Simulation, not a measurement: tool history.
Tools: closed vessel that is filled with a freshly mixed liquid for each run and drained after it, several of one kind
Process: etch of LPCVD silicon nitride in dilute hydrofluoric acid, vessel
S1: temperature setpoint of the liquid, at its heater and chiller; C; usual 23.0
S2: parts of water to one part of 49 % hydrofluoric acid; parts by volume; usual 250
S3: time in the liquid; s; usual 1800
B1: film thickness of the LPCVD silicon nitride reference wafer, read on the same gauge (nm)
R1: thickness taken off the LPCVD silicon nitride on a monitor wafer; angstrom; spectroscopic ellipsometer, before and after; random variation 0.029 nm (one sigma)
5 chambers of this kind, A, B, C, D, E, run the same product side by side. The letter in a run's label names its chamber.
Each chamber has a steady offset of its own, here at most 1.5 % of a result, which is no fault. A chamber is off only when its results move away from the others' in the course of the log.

Run 1D, hour 9.1: usual settings; B1 50.000. Result: R1 30.990 angstrom.
Run 2E, hour 15.2: usual settings; B1 49.981. Result: R1 30.241 angstrom.
Run 3A, hour 22.1: usual settings; B1 49.942. Result: R1 30.740 angstrom.
Run 4B, hour 26.2: usual settings; B1 49.994. Result: R1 30.946 angstrom.
Run 5C, hour 32.8: usual settings; B1 49.991. Result: R1 30.203 angstrom.
Run 6B, hour 42.1: usual settings; B1 49.994. Result: R1 30.391 angstrom.
Run 7A, hour 51.2: usual settings but S1 26.5 C; B1 49.968. Result: R1 38.291 angstrom.
Run 8D, hour 57.2: usual settings but S1 26.5 C; B1 50.050. Result: R1 37.667 angstrom.
Run 9C, hour 64.9: usual settings but S1 26.5 C; B1 49.973. Result: R1 38.412 angstrom.
Run 10E, hour 71.3: usual settings but S1 26.5 C; B1 49.984. Result: R1 37.789 angstrom.
Run 11E, hour 80.6: usual settings but S1 26.5 C; B1 50.011. Result: R1 38.028 angstrom.
At hour 83.8: chamber E: hydrofluoric acid flow meter replaced.
Run 12B, hour 86.6: usual settings; B1 49.976. Result: R1 30.112 angstrom.
Run 13D, hour 94.2: usual settings; B1 50.027. Result: R1 30.329 angstrom.
Run 14A, hour 103.2: usual settings; B1 49.969. Result: R1 30.987 angstrom.
Run 15C, hour 108.6: usual settings; B1 49.967. Result: R1 30.953 angstrom.
Run 16C, hour 115.3: usual settings; B1 50.008. Result: R1 30.060 angstrom.
At hour 116.3: chamber C: thermometer replaced.
Run 17B, hour 124.7: usual settings but S1 27.0 C, S3 2790 s; B1 50.026. Result: R1 58.344 angstrom.
Run 18A, hour 130.7: usual settings but S1 27.0 C, S3 2790 s; B1 49.999. Result: R1 62.013 angstrom.
Run 19D, hour 137.7: usual settings but S1 27.0 C, S3 2790 s; B1 50.018. Result: R1 59.256 angstrom.
At hour 145.1: chamber D: hydrofluoric acid flow meter replaced.
Run 20E, hour 147.2: usual settings but S1 27.0 C, S3 2790 s; B1 49.956. Result: R1 59.458 angstrom.
Run 21A, hour 152.3: usual settings but S1 27.0 C, S3 2790 s; B1 50.001. Result: R1 61.881 angstrom.
Run 22C, hour 156.6: usual settings; B1 49.999. Result: R1 31.066 angstrom.
Run 23B, hour 160.9: usual settings; B1 50.001. Result: R1 28.583 angstrom.
Run 24D, hour 169.4: usual settings; B1 49.990. Result: R1 30.700 angstrom.
Run 25E, hour 178.8: usual settings; B1 49.984. Result: R1 30.320 angstrom.
Run 26E, hour 183.7: usual settings; B1 49.980. Result: R1 30.408 angstrom.
Run 27C, hour 193.1: usual settings but S1 25.0 C; B1 49.990. Result: R1 34.196 angstrom.
Run 28B, hour 202.0: usual settings but S1 25.0 C; B1 49.986. Result: R1 32.271 angstrom.
Run 29A, hour 211.5: usual settings but S1 25.0 C; B1 49.995. Result: R1 34.822 angstrom.
Run 30D, hour 219.4: usual settings but S1 25.0 C; B1 50.000. Result: R1 34.657 angstrom.
Run 31E, hour 227.4: usual settings but S1 25.0 C; B1 50.009. Result: R1 35.024 angstrom.
Run 32A, hour 235.1: usual settings but S1 19.5 C, S3 1125 s; B1 50.013. Result: R1 15.115 angstrom.
Run 33B, hour 241.8: usual settings but S1 19.5 C, S3 1125 s; B1 49.982. Result: R1 13.875 angstrom.
Run 34C, hour 247.1: usual settings but S1 19.5 C, S3 1125 s; B1 50.011. Result: R1 15.219 angstrom.
Run 35D, hour 252.9: usual settings but S1 19.5 C, S3 1125 s; B1 50.005. Result: R1 15.093 angstrom.
Run 36C, hour 260.8: usual settings but S1 19.5 C, S3 1125 s; B1 49.981. Result: R1 15.350 angstrom.
Run 37E, hour 265.8: usual settings; B1 49.995. Result: R1 30.167 angstrom.
Run 38D, hour 273.5: usual settings; B1 49.999. Result: R1 30.434 angstrom.
Run 39B, hour 278.3: usual settings; B1 49.991. Result: R1 27.067 angstrom.
Run 40A, hour 282.4: usual settings; B1 49.979. Result: R1 30.828 angstrom.

Is one chamber off against the others, does the gauge drift, or is nothing wrong? If a chamber is off, say which, and what the likeliest cause is.

Chamber B drifts away from the others.
Cause: liquid colder than its thermometer reads (K) = 2.13.
The log may not tell that from: hydrofluoric acid flow below the setpoint (%).

Here are 4 candidates for chamber B's next run, each the usual settings with a change, their results left as question marks. Which one brings its results back in line with what the others give on the usual settings?
In line means no further than this from the other chambers' mean on the usual settings: R1 1.000 angstrom
Run 41B-1, hour 289.1: usual settings but S1 23.5 C, S2 240 parts by volume. Result: R1 ?.
Run 41B-2, hour 289.1: usual settings but S3 1690 s. Result: R1 ?.
Run 41B-3, hour 289.1: usual settings but S1 23.5 C, S2 240 parts by volume, S3 1925 s. Result: R1 ?.
Run 41B-4, hour 289.1: usual settings but S1 21.0 C. Result: R1 ?.

The other chambers' mean on the usual settings: R1 30.620 angstrom
  run      R1
41B-1  29.011
41B-2  25.337
41B-3  31.026
41B-4  23.685
41B-3 brings the chamber back in line.
